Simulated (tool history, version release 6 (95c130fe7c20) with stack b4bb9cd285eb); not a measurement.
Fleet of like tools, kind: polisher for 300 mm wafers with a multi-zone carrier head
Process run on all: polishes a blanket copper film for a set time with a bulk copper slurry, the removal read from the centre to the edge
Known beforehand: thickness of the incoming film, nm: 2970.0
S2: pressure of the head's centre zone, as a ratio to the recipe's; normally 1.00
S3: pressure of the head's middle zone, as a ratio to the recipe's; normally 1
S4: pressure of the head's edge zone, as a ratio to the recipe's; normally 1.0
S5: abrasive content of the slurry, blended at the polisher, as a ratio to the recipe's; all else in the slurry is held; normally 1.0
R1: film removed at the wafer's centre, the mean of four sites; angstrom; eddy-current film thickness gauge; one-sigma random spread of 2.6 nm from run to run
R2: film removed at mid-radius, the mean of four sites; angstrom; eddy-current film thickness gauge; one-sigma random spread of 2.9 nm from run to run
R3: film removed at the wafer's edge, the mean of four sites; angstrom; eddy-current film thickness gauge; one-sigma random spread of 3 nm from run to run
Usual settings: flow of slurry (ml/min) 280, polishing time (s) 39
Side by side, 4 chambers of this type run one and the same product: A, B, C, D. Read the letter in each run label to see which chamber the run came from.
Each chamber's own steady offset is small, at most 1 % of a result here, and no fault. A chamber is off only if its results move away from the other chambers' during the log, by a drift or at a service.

run 1B hour=14.4 | flow_of_slurry_(ml/min)=280 S2=1.00 S3=1 S4=1.0 S5=1.0 polishing_time_(s)=39 | R1=3482.0 R2=3414.2 R3=3474.9
-- hour=21.4 chamber A: worn pad replaced by a new one
run 2C hour=21.5 | flow_of_slurry_(ml/min)=280 S2=1.00 S3=1 S4=1.0 S5=1.0 polishing_time_(s)=39 | R1=3452.6 R2=3464.7 R3=3564.9
-- hour=30.1 chamber B: slurry nozzle cleaned
run 3A hour=32.7 | flow_of_slurry_(ml/min)=280 S2=1.00 S3=1 S4=1.0 S5=1.0 polishing_time_(s)=39 | R1=3433.9 R2=3524.1 R3=3498.4
-- hour=41.4 chamber A: centre zone pressure recalibrated
run 4D hour=44.2 | flow_of_slurry_(ml/min)=280 S2=1.00 S3=1 S4=1.0 S5=1.0 polishing_time_(s)=39 | R1=3515.0 R2=3499.7 R3=3436.0
run 5D hour=58.4 | flow_of_slurry_(ml/min)=280 S2=1.10 S3=1 S4=1.0 S5=1.0 polishing_time_(s)=39 | R1=3874.5 R2=3460.5 R3=3463.6
run 6C hour=66.4 | flow_of_slurry_(ml/min)=280 S2=1.10 S3=1 S4=1.0 S5=1.0 polishing_time_(s)=39 | R1=3855.3 R2=3477.1 R3=3526.3
-- hour=73.2 chamber B: worn pad replaced by a new one
-- hour=76.3 chamber B: edge zone pressure recalibrated
-- hour=77.8 chamber D: worn pad replaced by a new one
run 7A hour=80.3 | flow_of_slurry_(ml/min)=280 S2=1.10 S3=1 S4=1.0 S5=1.0 polishing_time_(s)=39 | R1=3810.6 R2=3506.0 R3=3456.5
-- hour=87.5 chamber C: worn pad replaced by a new one
run 8B hour=94.2 | flow_of_slurry_(ml/min)=280 S2=1.10 S3=1 S4=1.0 S5=1.0 polishing_time_(s)=39 | R1=3840.7 R2=3485.6 R3=3492.4
run 9D hour=104.0 | flow_of_slurry_(ml/min)=280 S2=1.00 S3=1 S4=1.0 S5=1.0 polishing_time_(s)=39 | R1=3502.1 R2=3492.4 R3=3465.0
run 10A hour=118.4 | flow_of_slurry_(ml/min)=280 S2=1.00 S3=1 S4=1.0 S5=1.0 polishing_time_(s)=39 | R1=3436.8 R2=3500.0 R3=3504.7
-- hour=120.9 chamber A: worn pad replaced by a new one
run 11B hour=126.7 | flow_of_slurry_(ml/min)=280 S2=1.00 S3=1 S4=1.0 S5=1.0 polishing_time_(s)=39 | R1=3470.3 R2=3480.5 R3=3545.9
run 12C hour=137.8 | flow_of_slurry_(ml/min)=280 S2=1.00 S3=1 S4=1.0 S5=1.0 polishing_time_(s)=39 | R1=3460.4 R2=3485.3 R3=3501.3
-- hour=138.3 chamber D: slurry nozzle cleaned
-- hour=140.9 chamber B: centre zone pressure recalibrated
-- hour=148.8 chamber C: edge zone pressure recalibrated
run 13B hour=152.4 | flow_of_slurry_(ml/min)=280 S2=1.00 S3=1 S4=1.0 S5=1.0 polishing_time_(s)=39 | R1=3513.9 R2=3444.2 R3=3511.1
-- hour=160.2 chamber D: worn pad replaced by a new one
-- hour=161.8 chamber C: worn pad replaced by a new one
run 14D hour=163.1 | flow_of_slurry_(ml/min)=280 S2=1.00 S3=1 S4=1.0 S5=1.0 polishing_time_(s)=39 | R1=3464.8 R2=3494.8 R3=3500.3
run 15A hour=176.6 | flow_of_slurry_(ml/min)=280 S2=1.00 S3=1 S4=1.0 S5=1.0 polishing_time_(s)=39 | R1=3481.0 R2=3474.9 R3=3506.4
-- hour=179.8 chamber B: worn pad replaced by a new one
run 16C hour=186.6 | flow_of_slurry_(ml/min)=280 S2=1.00 S3=1 S4=1.0 S5=1.0 polishing_time_(s)=39 | R1=3470.9 R2=3488.9 R3=3539.4
run 17D hour=200.5 | flow_of_slurry_(ml/min)=280 S2=1.00 S3=1 S4=1.0 S5=1.0 polishing_time_(s)=39 | R1=3517.2 R2=3496.0 R3=3433.1
run 18A hour=209.8 | flow_of_slurry_(ml/min)=280 S2=1.00 S3=1 S4=1.0 S5=1.0 polishing_time_(s)=33 | R1=2935.3 R2=2943.4 R3=2908.0
-- hour=212.1 chamber D: edge zone pressure recalibrated
-- hour=213.3 chamber C: slurry nozzle cleaned
run 19B hour=223.8 | flow_of_slurry_(ml/min)=280 S2=1.00 S3=1 S4=1.0 S5=1.0 polishing_time_(s)=33 | R1=2972.6 R2=2935.1 R3=2930.5
-- hour=228.9 chamber A: worn pad replaced by a new one
run 20C hour=231.9 | flow_of_slurry_(ml/min)=280 S2=1.00 S3=1 S4=1.0 S5=1.0 polishing_time_(s)=33 | R1=2942.5 R2=2962.8 R3=2959.6
-- hour=241.4 chamber D: worn pad replaced by a new one
run 21B hour=246.3 | flow_of_slurry_(ml/min)=280 S2=1.00 S3=1 S4=1.0 S5=1.0 polishing_time_(s)=33 | R1=2943.3 R2=2905.7 R3=2977.2
-- hour=247.6 chamber C: worn pad replaced by a new one
run 22D hour=254.2 | flow_of_slurry_(ml/min)=280 S2=1.00 S3=1 S4=0.9 S5=1.0 polishing_time_(s)=39 | R1=3516.6 R2=3493.0 R3=3262.9
run 23C hour=264.5 | flow_of_slurry_(ml/min)=280 S2=1.00 S3=1 S4=0.9 S5=1.0 polishing_time_(s)=39 | R1=3434.9 R2=3483.3 R3=3289.1
run 24A hour=276.8 | flow_of_slurry_(ml/min)=280 S2=1.00 S3=1 S4=0.9 S5=1.0 polishing_time_(s)=39 | R1=3445.2 R2=3489.5 R3=3354.0
-- hour=287.3 chamber B: worn pad replaced by a new one
run 25C hour=287.3 | flow_of_slurry_(ml/min)=280 S2=1.00 S3=1 S4=0.9 S5=1.0 polishing_time_(s)=39 | R1=3474.3 R2=3446.0 R3=3324.2
run 26D hour=295.1 | flow_of_slurry_(ml/min)=280 S2=1.00 S3=1 S4=1.1 S5=1.1 polishing_time_(s)=39 | R1=3576.7 R2=3547.5 R3=3729.1
run 27B hour=307.2 | flow_of_slurry_(ml/min)=280 S2=1.00 S3=1 S4=1.1 S5=1.1 polishing_time_(s)=39 | R1=3512.8 R2=3559.9 R3=3769.9
-- hour=313.3 chamber D: worn pad replaced by a new one
run 28A hour=314.0 | flow_of_slurry_(ml/min)=280 S2=1.00 S3=1 S4=1.1 S5=1.1 polishing_time_(s)=39 | R1=3536.6 R2=3591.0 R3=3715.6
-- hour=319.7 chamber C: worn pad replaced by a new one
-- hour=325.2 chamber A: worn pad replaced by a new one
run 29C hour=328.7 | flow_of_slurry_(ml/min)=280 S2=1.00 S3=1 S4=1.1 S5=1.1 polishing_time_(s)=39 | R1=3513.9 R2=3513.1 R3=3778.0
run 30D hour=337.1 | flow_of_slurry_(ml/min)=280 S2=1.00 S3=1 S4=1.0 S5=1.0 polishing_time_(s)=39 | R1=3477.4 R2=3454.1 R3=3439.6
run 31A hour=350.5 | flow_of_slurry_(ml/min)=280 S2=1.00 S3=1 S4=1.0 S5=1.0 polishing_time_(s)=39 | R1=3493.9 R2=3521.8 R3=3500.3
run 32B hour=362.4 | flow_of_slurry_(ml/min)=280 S2=1.00 S3=1 S4=1.0 S5=1.0 polishing_time_(s)=39 | R1=3509.0 R2=3471.8 R3=3512.5
run 33C hour=369.5 | flow_of_slurry_(ml/min)=280 S2=1.00 S3=1 S4=1.0 S5=1.0 polishing_time_(s)=39 | R1=3434.2 R2=3496.2 R3=3489.8
run 34D hour=380.9 | flow_of_slurry_(ml/min)=280 S2=0.96 S3=1 S4=1.0 S5=1.0 polishing_time_(s)=26 | R1=2216.3 R2=2308.9 R3=2279.5
run 35A hour=390.9 | flow_of_slurry_(ml/min)=280 S2=0.96 S3=1 S4=1.0 S5=1.0 polishing_time_(s)=26 | R1=2230.5 R2=2307.3 R3=2325.2
run 36B hour=401.7 | flow_of_slurry_(ml/min)=280 S2=0.96 S3=1 S4=1.0 S5=1.0 polishing_time_(s)=26 | R1=2228.7 R2=2292.8 R3=2310.7
-- hour=402.3 chamber D: worn pad replaced by a new one
run 37D hour=413.5 | flow_of_slurry_(ml/min)=280 S2=0.96 S3=1 S4=1.0 S5=1.0 polishing_time_(s)=26 | R1=2236.1 R2=2339.2 R3=2320.7

Has any chamber moved away from the others, gradually or after a service, or does the common gauge drift, or do the chambers differ only by their own small steady offsets? State the chamber and the most likely cause if one applies.

All chambers stay in line apart from their small fixed offsets, and the gauge does not drift.
